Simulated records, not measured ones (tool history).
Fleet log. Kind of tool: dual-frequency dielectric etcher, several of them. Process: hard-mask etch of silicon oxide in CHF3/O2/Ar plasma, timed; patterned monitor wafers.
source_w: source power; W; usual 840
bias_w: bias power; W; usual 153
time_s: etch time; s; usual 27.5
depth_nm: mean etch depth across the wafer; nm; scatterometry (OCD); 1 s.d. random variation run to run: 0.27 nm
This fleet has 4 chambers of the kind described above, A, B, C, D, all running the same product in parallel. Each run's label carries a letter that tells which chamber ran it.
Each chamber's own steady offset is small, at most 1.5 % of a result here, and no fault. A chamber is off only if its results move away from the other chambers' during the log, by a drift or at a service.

run   hour  source_w  bias_w  time_s  read-back reference wafer on the same gauge, depth_nm  depth_nm
 1D    9.8       840     153    27.5                                                 57.439    58.436
 2C   14.9       840     153    27.5                                                 57.404    59.333
 3A     20       840     153    27.5                                                 57.518    58.677
 4B   29.6       840     153    27.5                                                 57.512    58.046
 5A   34.8       840     153    27.5                                                  57.51    58.415
 6B   42.1       840     153    27.5                                                 57.515    57.925
 7C   48.2       660     153    27.5                                                 57.468    54.074
      52.8  -- chamber B: wet clean of the chamber
 8D   55.3       660     153    27.5                                                 57.485    53.399
 9C     64       660     153    27.5                                                 57.522    53.923
10A   73.1       660     153    27.5                                                 57.442    53.215
11D   78.4       910     153    27.5                                                  57.52    60.509
12B   84.9       910     153    27.5                                                 57.551    60.032
13A   95.5       910     153    27.5                                                 57.487    60.361
14B  103.9       910     153    27.5                                                  57.48    60.341
15C  109.1       840     153    27.5                                                 57.468    59.412
16D  118.3       840     169    31.5                                                 57.556    69.602
17C  128.8       840     169    31.5                                                 57.532    70.271
18D    134       840     169    31.5                                                 57.453     69.75
19A  139.3       840     169    31.5                                                 57.457    69.478
20B    148       840     153    27.5                                                  57.48    57.908
21A  155.5       840     153    27.5                                                 57.431    58.619
22C  164.4       840     126      24                                                 57.494    48.685
23D  170.4       840     126      24                                                 57.478    49.494
24B  180.7       840     126      24                                                 57.465    47.919
25A  187.7       840     126      24                                                 57.464    48.508
26C  192.6       840     153    27.5                                                 57.493    59.119
27B  202.4       840     153    27.5                                                 57.484    58.009
28D  211.6       840     188      33                                                  57.54    77.504

Which is it: a chamber that has drifted or been left off by a service, a gauge drift common to all chambers, or only each chamber's usual small offset? If a chamber is off, name it and its likeliest cause.

It is chamber D that slowly wanders off from its peers.
Most likely cause: etch rate over this chamber's usual, % = 4.01.

Here are 4 candidates for chamber D's next run, each the usual settings with a change, their results left as question marks. Which one brings its results back in line with what the others give on the usual settings?
Allowed miss from the other chambers' usual-settings mean, per result, to count as in line: depth_nm 0.96 nm
29D-1  219.3       840     151      26                                                                ?
29D-2  219.3       830     152      27                                                                ?
29D-3  219.3       850     154      28                                                                ?
29D-4  219.3       970     153    27.5                                                                ?

Other chambers, usual settings, mean: depth_nm 58.781 nm
  run  depth_nm
29D-1     56.95
29D-2    58.988
29D-3    61.992
29D-4    63.955
It is 29D-2 that realigns the chamber with its peers.

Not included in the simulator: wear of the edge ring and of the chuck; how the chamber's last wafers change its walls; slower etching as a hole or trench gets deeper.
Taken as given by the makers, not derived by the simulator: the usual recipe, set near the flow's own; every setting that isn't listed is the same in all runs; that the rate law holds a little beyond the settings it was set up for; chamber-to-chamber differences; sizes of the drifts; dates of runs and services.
